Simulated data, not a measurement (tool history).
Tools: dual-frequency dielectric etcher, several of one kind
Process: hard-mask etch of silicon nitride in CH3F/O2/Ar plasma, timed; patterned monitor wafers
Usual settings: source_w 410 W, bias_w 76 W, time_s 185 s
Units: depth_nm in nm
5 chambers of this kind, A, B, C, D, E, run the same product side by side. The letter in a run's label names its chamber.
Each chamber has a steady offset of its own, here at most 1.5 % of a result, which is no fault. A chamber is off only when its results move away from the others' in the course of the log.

| run | day | source_w | bias_w | time_s | hours since the last wet clean | hours since the last source power generator calibration | hours since the last bias power generator calibration | read-back reference wafer on the same gauge, depth_nm | depth_nm |
|---|---|---|---|---|---|---|---|---|---|
| 1E | 0.171 | 410 | 76 | 185 | 313.8 | 2043.5 | 1390.7 | 135.00 | 134.30 |
| 2B | 0.346 | 410 | 76 | 185 | 307.7 | 3687.3 | 1018.0 | 135.02 | 133.77 |
| 3D | 0.483 | 410 | 76 | 185 | 93.7 | 1920.0 | 874.5 | 134.90 | 131.52 |
| 4C | 0.596 | 410 | 76 | 185 | 323.6 | 2494.2 | 1134.6 | 135.00 | 134.38 |
| 5A | 0.754 | 410 | 76 | 185 | 199.5 | 172.2 | 2542.1 | 135.15 | 133.64 |
| 6E | 0.850 | 410 | 76 | 185 | 330.1 | 2059.8 | 1407.0 | 135.14 | 133.31 |
| 7B | 0.967 | 410 | 76 | 185 | 322.6 | 3702.2 | 1032.9 | 134.88 | 133.34 |
| 8A | 1.075 | 410 | 76 | 185 | 207.2 | 179.9 | 2549.8 | 134.90 | 134.35 |
|  | 1.096 | chamber B: wet clean of the chamber |
| 9D | 1.288 | 410 | 76 | 185 | 113.0 | 1939.3 | 893.8 | 135.05 | 132.87 |
| 10C | 1.483 | 410 | 76 | 185 | 344.9 | 2515.5 | 1155.9 | 135.15 | 133.00 |
| 11C | 1.646 | 410 | 93 | 185 | 348.8 | 2519.4 | 1159.8 | 134.91 | 144.53 |
| 12B | 1.829 | 410 | 93 | 185 | 17.7 | 3722.9 | 1053.6 | 135.05 | 143.24 |
| 13A | 2.000 | 410 | 93 | 185 | 229.4 | 202.1 | 2572.0 | 134.96 | 143.85 |
| 14E | 2.200 | 410 | 93 | 185 | 362.5 | 2092.2 | 1439.4 | 135.16 | 142.58 |
| 15D | 2.342 | 410 | 93 | 185 | 138.3 | 1964.6 | 919.1 | 135.00 | 141.06 |
| 16D | 2.533 | 410 | 76 | 185 | 142.9 | 1969.2 | 923.7 | 134.88 | 130.78 |
|  | 2.629 | chamber E: wet clean of the chamber |
| 17E | 2.733 | 410 | 76 | 185 | 2.5 | 2105.0 | 1452.2 | 135.02 | 125.71 |
| 18B | 2.838 | 410 | 76 | 229 | 41.9 | 3747.1 | 1077.8 | 134.96 | 165.41 |
| 19A | 2.992 | 410 | 76 | 229 | 253.2 | 225.9 | 2595.8 | 134.89 | 165.41 |
| 20C | 3.183 | 410 | 76 | 229 | 385.7 | 2556.3 | 1196.7 | 134.97 | 163.72 |
| 21B | 3.367 | 410 | 76 | 229 | 54.6 | 3759.8 | 1090.5 | 134.91 | 164.52 |
| 22C | 3.462 | 410 | 76 | 229 | 392.4 | 2563.0 | 1203.4 | 134.96 | 165.32 |
| 23E | 3.588 | 410 | 76 | 185 | 23.0 | 2125.5 | 1472.7 | 134.92 | 125.79 |
| 24A | 3.746 | 410 | 76 | 185 | 271.3 | 244.0 | 2613.9 | 135.11 | 133.80 |
| 25D | 3.867 | 410 | 76 | 185 | 174.9 | 2001.2 | 955.7 | 134.92 | 130.82 |
| 26B | 3.983 | 410 | 76 | 185 | 69.4 | 3774.6 | 1105.3 | 134.91 | 132.17 |
| 27A | 4.183 | 410 | 76 | 185 | 281.8 | 254.5 | 2624.4 | 134.89 | 132.65 |
| 28E | 4.304 | 410 | 76 | 185 | 40.2 | 2142.7 | 1489.9 | 135.02 | 126.12 |
| 29C | 4.462 | 410 | 76 | 185 | 416.4 | 2587.0 | 1227.4 | 134.88 | 133.94 |
| 30D | 4.588 | 480 | 76 | 185 | 192.2 | 2018.5 | 973.0 | 134.91 | 138.32 |
| 31E | 4.725 | 480 | 76 | 185 | 50.3 | 2152.8 | 1500.0 | 134.99 | 134.57 |
| 32D | 4.892 | 480 | 76 | 185 | 199.5 | 2025.8 | 980.3 | 134.98 | 140.84 |

Is one chamber off against the others, does the gauge drift, or is nothing wrong? If a chamber is off, say which, and what the likeliest cause is.

A service left chamber E off against the others.
Cause: etch rate under this chamber's usual, % = 5.09.

Here are 4 candidates for chamber E's next run, each the usual settings with a change, their results left as question marks. Which one brings its results back in line with what the others give on the usual settings?
In line means no further than this from the other chambers' mean on the usual settings: depth_nm 2.20 nm
| 33E-1 | 5.042 | 410 | 76 | 176.5 |  |  |  |  | ? |
| 33E-2 | 5.042 | 440 | 81 | 185.0 |  |  |  |  | ? |
| 33E-3 | 5.042 | 410 | 76 | 181.5 |  |  |  |  | ? |
| 33E-4 | 5.042 | 410 | 76 | 188.5 |  |  |  |  | ? |

The other chambers' mean on the usual settings: depth_nm 132.88 nm
| run | depth_nm |
|---|---|
| 33E-1 | 120.29 |
| 33E-2 | 132.43 |
| 33E-3 | 123.69 |
| 33E-4 | 128.46 |
33E-2 brings the chamber back in line.
